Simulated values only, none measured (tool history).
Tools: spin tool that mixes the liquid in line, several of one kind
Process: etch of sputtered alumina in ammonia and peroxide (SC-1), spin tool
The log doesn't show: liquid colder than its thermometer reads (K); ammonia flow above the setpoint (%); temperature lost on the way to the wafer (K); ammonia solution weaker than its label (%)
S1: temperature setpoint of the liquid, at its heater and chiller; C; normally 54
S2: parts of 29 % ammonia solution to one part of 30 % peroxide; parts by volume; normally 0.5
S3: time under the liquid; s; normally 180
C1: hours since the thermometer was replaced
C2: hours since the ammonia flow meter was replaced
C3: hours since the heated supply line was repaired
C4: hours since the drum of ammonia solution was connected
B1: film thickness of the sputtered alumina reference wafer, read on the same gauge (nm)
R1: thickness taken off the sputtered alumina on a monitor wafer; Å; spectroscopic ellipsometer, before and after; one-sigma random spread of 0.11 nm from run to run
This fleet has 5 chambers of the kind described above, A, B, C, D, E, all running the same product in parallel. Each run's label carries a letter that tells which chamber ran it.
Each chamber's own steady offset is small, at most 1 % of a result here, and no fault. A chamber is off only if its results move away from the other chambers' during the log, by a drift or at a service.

Run 1A, hour 2.9: usual settings; C1 594.2; C2 661.4; C3 45.6; C4 129.5; B1 59.993. Result: R1 118.820 Å.
Run 2B, hour 7.0: usual settings; C1 696.8; C2 1364.9; C3 480.3; C4 416.2; B1 60.022. Result: R1 119.290 Å.
Run 3E, hour 10.3: usual settings; C1 429.3; C2 118.7; C3 89.3; C4 752.8; B1 59.990. Result: R1 121.630 Å.
Run 4D, hour 13.1: usual settings; C1 33.2; C2 276.0; C3 2126.5; C4 136.5; B1 59.960. Result: R1 120.140 Å.
Run 5C, hour 16.4: usual settings; C1 234.4; C2 64.7; C3 249.6; C4 632.0; B1 60.006. Result: R1 118.990 Å.
Run 6C, hour 20.5: usual settings; C1 238.5; C2 68.8; C3 253.7; C4 636.1; B1 60.001. Result: R1 121.210 Å.
Run 7E, hour 25.5: usual settings; C1 444.5; C2 133.9; C3 104.5; C4 768.0; B1 60.020. Result: R1 121.950 Å.
Run 8D, hour 29.5: usual settings; C1 49.6; C2 292.4; C3 2142.9; C4 152.9; B1 60.010. Result: R1 121.100 Å.
Run 9A, hour 34.0: usual settings; C1 625.3; C2 692.5; C3 76.7; C4 160.6; B1 59.978. Result: R1 117.470 Å.
Run 10B, hour 38.8: usual settings; C1 728.6; C2 1396.7; C3 512.1; C4 448.0; B1 59.994. Result: R1 120.910 Å.
Run 11C, hour 41.7: usual settings; C1 259.7; C2 90.0; C3 274.9; C4 657.3; B1 60.019. Result: R1 119.910 Å.
Run 12E, hour 46.3: usual settings; C1 465.3; C2 154.7; C3 125.3; C4 788.8; B1 59.988. Result: R1 122.340 Å.
Run 13B, hour 49.4: usual settings; C1 739.2; C2 1407.3; C3 522.7; C4 458.6; B1 59.998. Result: R1 121.330 Å.
Run 14A, hour 53.4: usual settings; C1 644.7; C2 711.9; C3 96.1; C4 180.0; B1 59.986. Result: R1 119.170 Å.
Run 15D, hour 58.0: usual settings; C1 78.1; C2 320.9; C3 2171.4; C4 181.4; B1 60.007. Result: R1 120.720 Å.
Run 16A, hour 61.3: usual settings; C1 652.6; C2 719.8; C3 104.0; C4 187.9; B1 59.992. Result: R1 120.030 Å.
Run 17E, hour 65.9: usual settings; C1 484.9; C2 174.3; C3 144.9; C4 808.4; B1 59.985. Result: R1 122.030 Å.
Run 18C, hour 71.5: usual settings; C1 289.5; C2 119.8; C3 304.7; C4 687.1; B1 60.024. Result: R1 119.180 Å.
Run 19B, hour 76.0: usual settings; C1 765.8; C2 1433.9; C3 549.3; C4 485.2; B1 60.023. Result: R1 120.320 Å.
Run 20D, hour 80.4: usual settings; C1 100.5; C2 343.3; C3 2193.8; C4 203.8; B1 60.002. Result: R1 119.640 Å.
Run 21D, hour 84.8: usual settings; C1 104.9; C2 347.7; C3 2198.2; C4 208.2; B1 59.993. Result: R1 121.130 Å.
Run 22B, hour 88.5: usual settings; C1 778.3; C2 1446.4; C3 561.8; C4 497.7; B1 59.981. Result: R1 117.060 Å.
Run 23A, hour 93.6: usual settings; C1 684.9; C2 752.1; C3 136.3; C4 220.2; B1 60.031. Result: R1 119.020 Å.
At hour 97.0: chamber B: new drum of ammonia solution connected.
Run 24C, hour 99.1: usual settings; C1 317.1; C2 147.4; C3 332.3; C4 714.7; B1 60.007. Result: R1 119.620 Å.
Run 25E, hour 103.0: usual settings; C1 522.0; C2 211.4; C3 182.0; C4 845.5; B1 60.015. Result: R1 122.670 Å.
Run 26D, hour 107.9: usual settings; C1 128.0; C2 370.8; C3 2221.3; C4 231.3; B1 59.990. Result: R1 119.620 Å.
Run 27A, hour 113.2: usual settings; C1 704.5; C2 771.7; C3 155.9; C4 239.8; B1 60.021. Result: R1 118.170 Å.
Run 28B, hour 118.8: usual settings; C1 808.6; C2 1476.7; C3 592.1; C4 21.8; B1 59.978. Result: R1 112.990 Å.
Run 29C, hour 121.6: usual settings; C1 339.6; C2 169.9; C3 354.8; C4 737.2; B1 59.969. Result: R1 119.880 Å.
At hour 123.5: chamber A: new drum of ammonia solution connected.
Run 30E, hour 126.5: usual settings; C1 545.5; C2 234.9; C3 205.5; C4 869.0; B1 59.989. Result: R1 122.040 Å.
Run 31B, hour 131.5: usual settings; C1 821.3; C2 1489.4; C3 604.8; C4 34.5; B1 60.022. Result: R1 112.950 Å.
Run 32E, hour 136.6: usual settings; C1 555.6; C2 245.0; C3 215.6; C4 879.1; B1 60.008. Result: R1 120.480 Å.
Run 33D, hour 139.2: usual settings; C1 159.3; C2 402.1; C3 2252.6; C4 262.6; B1 59.997. Result: R1 121.820 Å.
Run 34A, hour 142.7: usual settings; C1 734.0; C2 801.2; C3 185.4; C4 19.2; B1 60.022. Result: R1 121.820 Å.
Run 35C, hour 146.1: usual settings but S3 135 s; C1 364.1; C2 194.4; C3 379.3; C4 761.7; B1 59.995. Result: R1 89.644 Å.
Run 36D, hour 150.7: usual settings but S3 135 s; C1 170.8; C2 413.6; C3 2264.1; C4 274.1; B1 60.014. Result: R1 89.786 Å.
Run 37B, hour 154.4: usual settings but S3 135 s; C1 844.2; C2 1512.3; C3 627.7; C4 57.4; B1 60.005. Result: R1 81.173 Å.

Is one chamber out of step, is the gauge drifting, or do the chambers differ by no more than their own small offsets? For an off chamber, give its letter and the likeliest cause.

Little by little, chamber B moves away from the other chambers.
Cause: liquid colder than its thermometer reads (K) = 1.8.
With only this log, it may be confused with: temperature lost on the way to the wafer (K).

Chamber B could run next with any of the 4 candidate recipes listed below; each alters the usual settings, and their results appear as question marks. Which one brings its results back in line with what the other chambers deliver on the usual settings?
In-line tolerance around the mean of the other chambers on the usual settings: R1 3.900 Å
Run 38B-1, hour 158.5: usual settings but S1 57.0 C. Result: R1 ?.
Run 38B-2, hour 158.5: usual settings but S1 55.5 C. Result: R1 ?.
Run 38B-3, hour 158.5: usual settings but S1 52.5 C, S3 165 s. Result: R1 ?.
Run 38B-4, hour 158.5: usual settings but S3 165 s. Result: R1 ?.

Usual-settings mean across the other chambers: R1 120.020 Å
  run       R1
38B-1  128.850
38B-2  118.940
38B-3   92.722
38B-4  100.620
It is 38B-2 that realigns the chamber with its peers.
